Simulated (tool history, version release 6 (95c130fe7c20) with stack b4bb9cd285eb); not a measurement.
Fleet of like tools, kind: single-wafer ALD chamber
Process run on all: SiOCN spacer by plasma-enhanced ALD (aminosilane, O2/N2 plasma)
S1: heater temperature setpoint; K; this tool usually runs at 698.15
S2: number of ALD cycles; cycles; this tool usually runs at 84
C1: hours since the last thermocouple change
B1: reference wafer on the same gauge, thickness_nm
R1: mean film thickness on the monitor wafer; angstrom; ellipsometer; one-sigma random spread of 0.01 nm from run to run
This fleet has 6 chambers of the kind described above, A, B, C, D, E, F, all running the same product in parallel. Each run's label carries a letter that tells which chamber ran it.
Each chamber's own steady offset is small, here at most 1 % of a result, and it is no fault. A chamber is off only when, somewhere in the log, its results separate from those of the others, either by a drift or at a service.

run,day,S1,S2,C1,B1,R1
1C,0.362,698.15,84,1698.9,4.2410,47.079
2E,1.017,698.15,84,1208.5,4.2392,46.545
3A,1.338,698.15,84,1852.0,4.2377,46.746
4F,1.746,698.15,84,1530.6,4.2379,46.832
5B,2.354,698.15,84,2513.9,4.2404,46.643
6D,2.725,698.15,84,784.8,4.2415,47.027
7E,3.175,698.15,84,1260.3,4.2401,46.805
8D,3.475,709.15,92,802.8,4.2399,49.592
9F,3.942,709.15,92,1583.3,4.2381,49.356
10A,4.425,709.15,92,1926.1,4.2408,49.329
# day 4.579: chamber B: thermocouple changed; heater temperature recalibrated
# day 4.750: chamber E: thermocouple changed; heater temperature recalibrated
11B,4.858,709.15,92,6.7,4.2400,49.235
# day 5.188: chamber C: thermocouple changed; heater temperature recalibrated
12C,5.279,709.15,92,2.2,4.2432,49.757
13D,5.846,709.15,92,859.7,4.2384,49.538
14E,6.462,698.15,84,41.1,4.2401,46.584
15F,7.112,698.15,84,1659.4,4.2406,46.789
# day 7.454: chamber A: thermocouple changed; heater temperature recalibrated
16A,7.667,698.15,84,5.2,4.2404,46.443
17C,8.275,698.15,84,74.1,4.2407,47.080
18B,8.588,698.15,84,96.2,4.2392,46.906
19B,8.888,698.15,84,103.4,4.2369,46.692
# day 9.150: chamber D: thermocouple changed; heater temperature recalibrated
20C,9.442,698.15,84,102.1,4.2391,47.218
21F,9.846,698.15,84,1725.0,4.2402,46.866
22E,10.296,698.15,84,133.1,4.2382,46.668
23D,10.596,698.15,84,34.8,4.2399,46.905
24A,11.112,698.15,84,87.9,4.2412,46.449
25A,11.608,698.15,84,99.8,4.2394,46.390
26E,12.092,698.15,84,176.2,4.2427,46.593
27F,12.721,698.15,84,1794.0,4.2391,46.812
28B,13.092,698.15,84,204.3,4.2404,46.719
29D,13.750,698.15,84,110.5,4.2398,47.102
30C,14.088,698.15,84,213.6,4.2423,47.257
31C,14.554,698.15,84,224.8,4.2394,47.071
32F,15.154,698.15,84,1852.4,4.2404,46.865
33D,15.704,711.15,76,157.4,4.2376,40.816
34A,16.117,711.15,76,208.0,4.2383,40.200
35B,16.454,711.15,76,285.0,4.2375,40.380
36E,17.100,711.15,76,296.4,4.2402,40.457
37D,17.533,711.15,76,201.3,4.2398,40.864
38C,17.892,711.15,76,304.9,4.2407,40.809
39F,18.388,698.15,84,1930.0,4.2401,46.763
40A,18.696,698.15,84,269.9,4.2409,46.261
41E,19.062,698.15,84,343.5,4.2401,46.774
42B,19.554,698.15,84,359.4,4.2391,46.732

What goes on in this fleet: one chamber off, a drifting gauge, or nothing beyond the chambers' own small offsets? Name the chamber and the cause, if any.

Chamber A came out of a service off from its peers and stayed that way.
Likeliest cause: wafer temperature above the value expected at the setpoint (K) = 3.38.

Which of the 4 candidates below, each the usual settings with something changed and its results left as question marks, puts chamber A back in line with what the other chambers give on the usual settings?
Counts as in line when no further than this from what the other chambers average on the usual settings: R1 0.380 angstrom
43A-1,20.029,690.15,84,,,?
43A-2,20.029,698.15,83,,,?
43A-3,20.029,698.15,82,,,?
43A-4,20.029,698.15,85,,,?

On the usual settings, the other chambers give on average: R1 46.893 angstrom
run,R1
43A-1,47.534
43A-2,45.750
43A-3,45.199
43A-4,46.852
The answer is 43A-4, which returns the chamber to within the allowed miss of the others.
